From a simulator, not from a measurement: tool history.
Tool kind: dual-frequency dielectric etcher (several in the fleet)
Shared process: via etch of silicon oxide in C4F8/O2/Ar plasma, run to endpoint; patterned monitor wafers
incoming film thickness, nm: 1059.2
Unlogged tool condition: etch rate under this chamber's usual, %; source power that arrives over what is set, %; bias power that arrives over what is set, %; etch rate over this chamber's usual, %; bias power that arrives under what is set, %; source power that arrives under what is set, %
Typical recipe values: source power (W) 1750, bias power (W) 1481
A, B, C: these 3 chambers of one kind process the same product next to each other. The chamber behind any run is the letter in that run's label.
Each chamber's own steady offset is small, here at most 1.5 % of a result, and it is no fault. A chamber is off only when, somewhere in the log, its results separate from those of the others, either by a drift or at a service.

run   hour  source power (W)  bias power (W)  hours since the last wet clean  hours since the last source power generator calibration  hours since the last bias power generator calibration  endpoint time (s)
 1A   15.4              1750            1481                            37.4                                                   2293.1                                                 3443.5             242.82
 2B   26.9              1750            1481                           443.8                                                    522.5                                                  439.8             239.94
 3C   40.9              1750            1481                           196.7                                                   2173.5                                                 1586.7             241.59
 4C   54.7              1750            1481                           210.5                                                   2187.3                                                 1600.5             239.59
 5B   65.2              1750            1481                           482.1                                                    560.8                                                  478.1             240.74
 6A   74.8              1750            1481                            96.8                                                   2352.5                                                 3502.9             241.49
 7A   81.8              1750            1481                           103.8                                                   2359.5                                                 3509.9             241.93
 8C   90.0              1750            1481                           245.8                                                   2222.6                                                 1635.8             241.66
 9B   97.1              1750            1481                           514.0                                                    592.7                                                  510.0             240.54
10A  112.5              1750            1481                           134.5                                                   2390.2                                                 3540.6             243.89
11C  122.7              1750            1481                           278.5                                                   2255.3                                                 1668.5             242.25
     129.9  -- chamber B: wet clean of the chamber
12B  135.9              1750            1481                             6.1                                                    631.5                                                  548.8             240.04
13A  145.9              1750            1481                           167.9                                                   2423.6                                                 3574.0             242.57
14C  155.3              1750            1481                           311.1                                                   2287.9                                                 1701.1             241.34
15B  166.4              1750            1481                            36.6                                                    662.0                                                  579.3             240.61
16A  180.3              1750            1481                           202.3                                                   2458.0                                                 3608.4             243.56
     180.9  -- chamber C: wet clean of the chamber
17C  191.1              1750            1481                            10.3                                                   2323.7                                                 1736.9             240.89
18B  198.2              1930            1481                            68.4                                                    693.8                                                  611.1             232.78
19A  205.3              1930            1481                           227.3                                                   2483.0                                                 3633.4             233.88
20B  212.7              1930            1481                            82.9                                                    708.3                                                  625.6             232.20
21C  228.2              1750            1481                            47.4                                                   2360.8                                                 1774.0             241.41
22C  238.6              1750            1481                            57.8                                                   2371.2                                                 1784.4             242.35
23A  251.4              1750            1594                           273.4                                                   2529.1                                                 3679.5             237.72
24B  259.2              1750            1594                           129.4                                                    754.8                                                  672.1             238.19

Next, all 3 chambers run the settings below, one line each with question marks for the results. What does each chamber give?
25A  270.5              1890            1481                                                                                                                                                                  ?
25B  270.5              1890            1481                                                                                                                                                                  ?
25C  270.5              1890            1481                                                                                                                                                                  ?

run  endpoint time (s)
25A             236.13
25B             234.58
25C             235.87
